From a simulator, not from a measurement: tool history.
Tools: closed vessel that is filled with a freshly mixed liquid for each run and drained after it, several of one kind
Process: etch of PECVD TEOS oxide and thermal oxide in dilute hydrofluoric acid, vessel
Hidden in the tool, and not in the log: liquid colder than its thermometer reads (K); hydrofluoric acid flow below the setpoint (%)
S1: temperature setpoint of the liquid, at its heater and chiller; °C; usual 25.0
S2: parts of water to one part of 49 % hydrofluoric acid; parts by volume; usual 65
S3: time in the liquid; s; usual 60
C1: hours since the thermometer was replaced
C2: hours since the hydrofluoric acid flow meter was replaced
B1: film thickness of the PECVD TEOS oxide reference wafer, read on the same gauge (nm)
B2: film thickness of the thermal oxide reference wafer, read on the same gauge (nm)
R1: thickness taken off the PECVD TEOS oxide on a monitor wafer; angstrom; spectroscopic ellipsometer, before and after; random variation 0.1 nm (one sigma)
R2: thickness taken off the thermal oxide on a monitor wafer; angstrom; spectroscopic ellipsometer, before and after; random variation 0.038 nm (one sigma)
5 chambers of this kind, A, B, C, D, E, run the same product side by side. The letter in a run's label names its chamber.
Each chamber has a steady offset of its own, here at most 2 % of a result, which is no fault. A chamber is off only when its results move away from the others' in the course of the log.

| run | hour | S1 | S2 | S3 | C1 | C2 | B1 | B2 | R1 | R2 |
|---|---|---|---|---|---|---|---|---|---|---|
| 1E | 6.2 | 25.0 | 65 | 60 | 434.2 | 247.0 | 69.961 | 130.03 | 225.55 | 49.194 |
| 2C | 13.4 | 25.0 | 65 | 60 | 63.9 | 1109.3 | 70.056 | 129.99 | 226.06 | 48.724 |
| 3D | 23.2 | 25.0 | 65 | 60 | 467.0 | 142.6 | 69.943 | 129.98 | 227.15 | 48.678 |
| 4A | 29.3 | 25.0 | 65 | 60 | 256.6 | 489.7 | 69.994 | 130.00 | 227.11 | 49.389 |
| 5B | 40.8 | 25.0 | 65 | 60 | 160.1 | 164.7 | 70.006 | 130.00 | 226.04 | 50.010 |
| 6A | 50.7 | 25.0 | 65 | 60 | 278.0 | 511.1 | 70.000 | 130.02 | 228.80 | 49.658 |
| 7D | 57.7 | 25.0 | 65 | 60 | 501.5 | 177.1 | 70.019 | 129.98 | 226.29 | 48.624 |
| 8B | 66.0 | 25.0 | 65 | 60 | 185.3 | 189.9 | 69.984 | 130.01 | 224.36 | 49.696 |
| 9C | 72.7 | 25.0 | 65 | 50 | 123.2 | 1168.6 | 70.028 | 129.99 | 186.23 | 40.487 |
| 10E | 84.8 | 25.0 | 65 | 50 | 512.8 | 325.6 | 69.972 | 130.02 | 188.25 | 40.281 |
| 11D | 93.7 | 25.0 | 65 | 50 | 537.5 | 213.1 | 70.056 | 130.00 | 188.25 | 40.303 |
| 12C | 99.9 | 25.0 | 65 | 50 | 150.4 | 1195.8 | 69.961 | 129.99 | 187.89 | 41.348 |
|  | 101.2 | chamber D: thermometer replaced |
| 13E | 108.9 | 25.0 | 65 | 50 | 536.9 | 349.7 | 69.962 | 129.98 | 187.01 | 40.786 |
| 14A | 120.9 | 25.0 | 65 | 60 | 348.2 | 581.3 | 70.008 | 130.02 | 228.71 | 49.698 |
| 15B | 133.3 | 25.0 | 65 | 60 | 252.6 | 257.2 | 70.010 | 129.99 | 225.22 | 48.302 |
| 16B | 139.8 | 25.0 | 65 | 60 | 259.1 | 263.7 | 69.998 | 130.05 | 224.16 | 49.405 |
| 17D | 150.1 | 25.0 | 65 | 60 | 48.9 | 269.5 | 69.994 | 130.04 | 226.21 | 48.750 |
| 18C | 163.2 | 25.0 | 65 | 60 | 213.7 | 1259.1 | 70.032 | 129.99 | 226.33 | 49.522 |
| 19E | 170.0 | 25.0 | 65 | 70 | 598.0 | 410.8 | 70.005 | 130.05 | 262.64 | 56.454 |
| 20A | 178.5 | 25.0 | 65 | 70 | 405.8 | 638.9 | 69.968 | 130.03 | 266.94 | 58.862 |
| 21B | 191.4 | 25.0 | 65 | 70 | 310.7 | 315.3 | 70.032 | 130.00 | 261.61 | 57.498 |
| 22E | 201.5 | 25.0 | 65 | 70 | 629.5 | 442.3 | 69.999 | 130.00 | 262.31 | 56.323 |
| 23A | 211.9 | 25.0 | 65 | 70 | 439.2 | 672.3 | 69.983 | 129.99 | 262.60 | 57.758 |
| 24C | 222.8 | 25.0 | 65 | 60 | 273.3 | 1318.7 | 70.036 | 130.03 | 225.30 | 48.788 |
| 25D | 234.5 | 25.0 | 65 | 60 | 133.3 | 353.9 | 70.032 | 130.02 | 227.76 | 48.246 |
| 26C | 240.6 | 25.0 | 65 | 60 | 291.1 | 1336.5 | 70.006 | 129.99 | 225.36 | 49.202 |
| 27D | 250.9 | 25.0 | 45 | 60 | 149.7 | 370.3 | 69.995 | 130.01 | 337.35 | 71.744 |
| 28E | 260.5 | 25.0 | 45 | 60 | 688.5 | 501.3 | 70.024 | 129.97 | 337.63 | 72.649 |
| 29A | 274.0 | 25.0 | 45 | 60 | 501.3 | 734.4 | 70.039 | 130.00 | 335.77 | 73.089 |
| 30B | 282.3 | 25.0 | 45 | 60 | 401.6 | 406.2 | 70.032 | 130.00 | 337.44 | 72.961 |
| 31A | 296.0 | 25.0 | 45 | 60 | 523.3 | 756.4 | 70.003 | 130.02 | 334.68 | 72.761 |
| 32B | 306.6 | 25.0 | 65 | 60 | 425.9 | 430.5 | 70.028 | 130.01 | 226.27 | 48.708 |
| 33C | 319.1 | 20.5 | 65 | 60 | 369.6 | 1415.0 | 69.999 | 130.00 | 185.86 | 40.608 |

All 5 chambers run these settings next. Forecast each chamber's results:
| 34A | 329.2 | 23.0 | 65 | 60 |  |  |  |  | ? | ? |
| 34B | 329.2 | 23.0 | 65 | 60 |  |  |  |  | ? | ? |
| 34C | 329.2 | 23.0 | 65 | 60 |  |  |  |  | ? | ? |
| 34D | 329.2 | 23.0 | 65 | 60 |  |  |  |  | ? | ? |
| 34E | 329.2 | 23.0 | 65 | 60 |  |  |  |  | ? | ? |

| run | R1 | R2 |
|---|---|---|
| 34A | 209.48 | 45.821 |
| 34B | 208.36 | 45.197 |
| 34C | 208.38 | 45.968 |
| 34D | 209.47 | 44.477 |
| 34E | 205.64 | 44.950 |
